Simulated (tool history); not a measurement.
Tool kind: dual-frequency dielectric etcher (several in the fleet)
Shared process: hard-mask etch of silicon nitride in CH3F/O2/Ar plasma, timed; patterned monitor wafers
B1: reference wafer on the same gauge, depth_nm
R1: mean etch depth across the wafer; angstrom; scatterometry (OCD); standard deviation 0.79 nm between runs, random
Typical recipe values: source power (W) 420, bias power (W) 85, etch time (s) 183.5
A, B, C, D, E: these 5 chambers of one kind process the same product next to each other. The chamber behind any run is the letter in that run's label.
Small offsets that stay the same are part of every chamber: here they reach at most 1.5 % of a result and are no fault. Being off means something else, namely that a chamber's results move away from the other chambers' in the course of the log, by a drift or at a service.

run 1C hour=6.3 | source_power_(W)=420 bias_power_(W)=85 etch_time_(s)=183.5 | B1=152.07 | R1=1370.40
run 2D hour=10.1 | source_power_(W)=420 bias_power_(W)=85 etch_time_(s)=183.5 | B1=152.04 | R1=1399.30
run 3E hour=13.6 | source_power_(W)=420 bias_power_(W)=85 etch_time_(s)=183.5 | B1=152.09 | R1=1389.30
run 4A hour=18.5 | source_power_(W)=420 bias_power_(W)=85 etch_time_(s)=183.5 | B1=151.92 | R1=1386.40
run 5B hour=24.2 | source_power_(W)=470 bias_power_(W)=85 etch_time_(s)=183.5 | B1=151.99 | R1=1464.60
-- hour=27.9 chamber A: wet clean of the chamber
run 6E hour=28.6 | source_power_(W)=470 bias_power_(W)=85 etch_time_(s)=183.5 | B1=151.96 | R1=1460.60
run 7B hour=31.8 | source_power_(W)=470 bias_power_(W)=85 etch_time_(s)=183.5 | B1=151.95 | R1=1458.90
run 8A hour=36.7 | source_power_(W)=470 bias_power_(W)=85 etch_time_(s)=183.5 | B1=151.98 | R1=1441.60
run 9C hour=42.9 | source_power_(W)=470 bias_power_(W)=85 etch_time_(s)=183.5 | B1=152.12 | R1=1450.00
run 10D hour=48.2 | source_power_(W)=420 bias_power_(W)=85 etch_time_(s)=183.5 | B1=152.16 | R1=1386.60
run 11E hour=53.9 | source_power_(W)=520 bias_power_(W)=75 etch_time_(s)=183.5 | B1=152.31 | R1=1455.80
run 12A hour=58.7 | source_power_(W)=520 bias_power_(W)=75 etch_time_(s)=183.5 | B1=152.12 | R1=1445.20
run 13C hour=65.2 | source_power_(W)=520 bias_power_(W)=75 etch_time_(s)=183.5 | B1=152.00 | R1=1432.70
run 14D hour=71.4 | source_power_(W)=520 bias_power_(W)=75 etch_time_(s)=183.5 | B1=151.79 | R1=1444.50
run 15B hour=78.2 | source_power_(W)=520 bias_power_(W)=75 etch_time_(s)=183.5 | B1=151.88 | R1=1461.20
run 16B hour=83.0 | source_power_(W)=420 bias_power_(W)=85 etch_time_(s)=183.5 | B1=152.22 | R1=1399.40
-- hour=87.3 chamber E: bias power generator calibrated
-- hour=87.6 chamber D: wet clean of the chamber
run 17A hour=89.7 | source_power_(W)=360 bias_power_(W)=85 etch_time_(s)=141.5 | B1=151.95 | R1=1011.70
run 18D hour=92.9 | source_power_(W)=360 bias_power_(W)=85 etch_time_(s)=141.5 | B1=151.85 | R1=1021.60
run 19C hour=97.1 | source_power_(W)=360 bias_power_(W)=85 etch_time_(s)=141.5 | B1=151.93 | R1=998.36
run 20E hour=101.1 | source_power_(W)=360 bias_power_(W)=85 etch_time_(s)=141.5 | B1=152.01 | R1=1015.00
run 21D hour=107.4 | source_power_(W)=360 bias_power_(W)=85 etch_time_(s)=141.5 | B1=152.03 | R1=1019.40
run 22A hour=112.7 | source_power_(W)=420 bias_power_(W)=85 etch_time_(s)=183.5 | B1=152.05 | R1=1385.70
run 23B hour=118.2 | source_power_(W)=500 bias_power_(W)=85 etch_time_(s)=183.5 | B1=152.00 | R1=1502.10
run 24C hour=121.7 | source_power_(W)=500 bias_power_(W)=85 etch_time_(s)=183.5 | B1=151.96 | R1=1477.40
run 25E hour=127.1 | source_power_(W)=500 bias_power_(W)=85 etch_time_(s)=183.5 | B1=152.08 | R1=1480.60
run 26D hour=131.5 | source_power_(W)=500 bias_power_(W)=85 etch_time_(s)=183.5 | B1=152.03 | R1=1476.80
run 27E hour=136.2 | source_power_(W)=500 bias_power_(W)=85 etch_time_(s)=183.5 | B1=152.01 | R1=1482.10
run 28B hour=141.7 | source_power_(W)=420 bias_power_(W)=85 etch_time_(s)=183.5 | B1=151.99 | R1=1404.80
run 29C hour=145.4 | source_power_(W)=420 bias_power_(W)=85 etch_time_(s)=183.5 | B1=152.09 | R1=1376.10
run 30A hour=149.5 | source_power_(W)=420 bias_power_(W)=85 etch_time_(s)=183.5 | B1=152.17 | R1=1374.10
run 31B hour=154.4 | source_power_(W)=420 bias_power_(W)=85 etch_time_(s)=183.5 | B1=151.86 | R1=1412.10
run 32C hour=160.5 | source_power_(W)=420 bias_power_(W)=85 etch_time_(s)=183.5 | B1=151.90 | R1=1386.70
run 33E hour=167.4 | source_power_(W)=420 bias_power_(W)=85 etch_time_(s)=183.5 | B1=151.96 | R1=1408.50
run 34D hour=172.9 | source_power_(W)=420 bias_power_(W)=85 etch_time_(s)=183.5 | B1=152.08 | R1=1379.80
run 35A hour=178.6 | source_power_(W)=420 bias_power_(W)=85 etch_time_(s)=183.5 | B1=152.10 | R1=1385.80
run 36C hour=182.5 | source_power_(W)=420 bias_power_(W)=85 etch_time_(s)=183.5 | B1=151.97 | R1=1379.20
run 37A hour=188.8 | source_power_(W)=420 bias_power_(W)=85 etch_time_(s)=136.0 | B1=151.92 | R1=1025.00
run 38E hour=192.6 | source_power_(W)=420 bias_power_(W)=85 etch_time_(s)=136.0 | B1=152.18 | R1=1028.00

Next, all 5 chambers run the settings below, one line each with question marks for the results. What does each chamber give?
run 39A hour=197.6 | source_power_(W)=420 bias_power_(W)=85 etch_time_(s)=183.5 | R1=?
run 39B hour=197.6 | source_power_(W)=420 bias_power_(W)=85 etch_time_(s)=183.5 | R1=?
run 39C hour=197.6 | source_power_(W)=420 bias_power_(W)=85 etch_time_(s)=183.5 | R1=?
run 39D hour=197.6 | source_power_(W)=420 bias_power_(W)=85 etch_time_(s)=183.5 | R1=?
run 39E hour=197.6 | source_power_(W)=420 bias_power_(W)=85 etch_time_(s)=183.5 | R1=?

run=39A R1=1378.40
run=39B R1=1411.90
run=39C R1=1380.30
run=39D R1=1399.90
run=39E R1=1399.70
